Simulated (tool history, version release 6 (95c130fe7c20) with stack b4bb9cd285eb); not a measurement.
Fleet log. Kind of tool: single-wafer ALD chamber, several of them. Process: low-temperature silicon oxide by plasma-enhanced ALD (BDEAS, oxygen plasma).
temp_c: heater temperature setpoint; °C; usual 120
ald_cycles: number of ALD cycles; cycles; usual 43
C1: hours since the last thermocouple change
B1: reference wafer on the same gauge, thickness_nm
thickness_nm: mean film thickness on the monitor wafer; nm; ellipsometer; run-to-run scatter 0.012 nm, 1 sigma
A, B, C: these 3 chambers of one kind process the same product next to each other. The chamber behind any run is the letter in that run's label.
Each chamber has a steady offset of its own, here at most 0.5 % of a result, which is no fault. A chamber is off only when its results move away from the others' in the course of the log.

{"run": "1B", "hour": 6.9, "temp_c": 120, "ald_cycles": 43, "C1": 1211.4, "B1": 5.5714, "thickness_nm": 5.9093}
{"run": "2A", "hour": 15.8, "temp_c": 120, "ald_cycles": 43, "C1": 486.8, "B1": 5.5692, "thickness_nm": 5.9154}
{"run": "3C", "hour": 22.7, "temp_c": 120, "ald_cycles": 43, "C1": 476.6, "B1": 5.568, "thickness_nm": 5.9345}
{"run": "4B", "hour": 28.8, "temp_c": 120, "ald_cycles": 43, "C1": 1233.3, "B1": 5.57, "thickness_nm": 5.9184}
{"run": "5A", "hour": 38.2, "temp_c": 120, "ald_cycles": 43, "C1": 509.2, "B1": 5.5684, "thickness_nm": 5.9393}
{"run": "6C", "hour": 42.9, "temp_c": 120, "ald_cycles": 43, "C1": 496.8, "B1": 5.5672, "thickness_nm": 5.9435}
{"run": "7B", "hour": 50.3, "temp_c": 120, "ald_cycles": 43, "C1": 1254.8, "B1": 5.5704, "thickness_nm": 5.9036}
{"run": "8A", "hour": 60.1, "temp_c": 120, "ald_cycles": 43, "C1": 531.1, "B1": 5.5698, "thickness_nm": 5.9059}
{"run": "9C", "hour": 67.2, "temp_c": 120, "ald_cycles": 43, "C1": 521.1, "B1": 5.5714, "thickness_nm": 5.9507}
{"run": "10B", "hour": 73.1, "temp_c": 120, "ald_cycles": 43, "C1": 1277.6, "B1": 5.5691, "thickness_nm": 5.9222}
{"run": "11C", "hour": 79.4, "temp_c": 120, "ald_cycles": 43, "C1": 533.3, "B1": 5.5699, "thickness_nm": 5.9822}
{"run": "12A", "hour": 88.6, "temp_c": 134, "ald_cycles": 49, "C1": 559.6, "B1": 5.566, "thickness_nm": 6.5417}
{"run": "13C", "hour": 96.4, "temp_c": 134, "ald_cycles": 49, "C1": 550.3, "B1": 5.5732, "thickness_nm": 6.6193}
{"run": "14A", "hour": 104.5, "temp_c": 134, "ald_cycles": 49, "C1": 575.5, "B1": 5.5728, "thickness_nm": 6.5672}
{"hour": 108.0, "done": "chamber B: thermocouple changed; heater temperature recalibrated"}
{"run": "15B", "hour": 113.5, "temp_c": 120, "ald_cycles": 43, "C1": 5.6, "B1": 5.5707, "thickness_nm": 5.9037}
{"run": "16C", "hour": 120.7, "temp_c": 120, "ald_cycles": 43, "C1": 574.6, "B1": 5.5694, "thickness_nm": 5.9425}
{"run": "17A", "hour": 129.1, "temp_c": 120, "ald_cycles": 43, "C1": 600.1, "B1": 5.5716, "thickness_nm": 5.8889}
{"run": "18B", "hour": 136.9, "temp_c": 120, "ald_cycles": 43, "C1": 29, "B1": 5.5698, "thickness_nm": 5.933}
{"run": "19C", "hour": 142.6, "temp_c": 120, "ald_cycles": 43, "C1": 596.5, "B1": 5.5694, "thickness_nm": 5.9585}
{"run": "20A", "hour": 151.8, "temp_c": 120, "ald_cycles": 43, "C1": 622.8, "B1": 5.5717, "thickness_nm": 5.9306}
{"run": "21B", "hour": 161.9, "temp_c": 120, "ald_cycles": 43, "C1": 54, "B1": 5.5739, "thickness_nm": 5.9252}
{"run": "22C", "hour": 171.3, "temp_c": 120, "ald_cycles": 43, "C1": 625.2, "B1": 5.5663, "thickness_nm": 5.9728}
{"run": "23B", "hour": 180.1, "temp_c": 120, "ald_cycles": 43, "C1": 72.2, "B1": 5.5715, "thickness_nm": 5.9375}
{"run": "24A", "hour": 184.6, "temp_c": 120, "ald_cycles": 43, "C1": 655.6, "B1": 5.5684, "thickness_nm": 5.9216}
{"run": "25C", "hour": 189.3, "temp_c": 120, "ald_cycles": 43, "C1": 643.2, "B1": 5.5723, "thickness_nm": 5.9457}
{"run": "26A", "hour": 196.5, "temp_c": 120, "ald_cycles": 43, "C1": 667.5, "B1": 5.5674, "thickness_nm": 5.9334}
{"run": "27B", "hour": 203.9, "temp_c": 120, "ald_cycles": 43, "C1": 96, "B1": 5.5686, "thickness_nm": 5.9094}
{"run": "28A", "hour": 210.2, "temp_c": 120, "ald_cycles": 43, "C1": 681.2, "B1": 5.569, "thickness_nm": 5.9106}
{"run": "29B", "hour": 215.0, "temp_c": 112, "ald_cycles": 43, "C1": 107.1, "B1": 5.5675, "thickness_nm": 6.0006}
{"run": "30C", "hour": 222.3, "temp_c": 112, "ald_cycles": 43, "C1": 676.2, "B1": 5.5719, "thickness_nm": 6.049}
{"run": "31A", "hour": 227.7, "temp_c": 112, "ald_cycles": 43, "C1": 698.7, "B1": 5.5698, "thickness_nm": 5.9972}

Read the log: is a single chamber off, either drifting away or since a service, is the gauge that measures every chamber drifting, or is nothing wrong beyond small per-chamber offsets? Name any odd chamber and what most likely caused it.

No chamber stands off beyond its own small offset, and the gauge holds steady.

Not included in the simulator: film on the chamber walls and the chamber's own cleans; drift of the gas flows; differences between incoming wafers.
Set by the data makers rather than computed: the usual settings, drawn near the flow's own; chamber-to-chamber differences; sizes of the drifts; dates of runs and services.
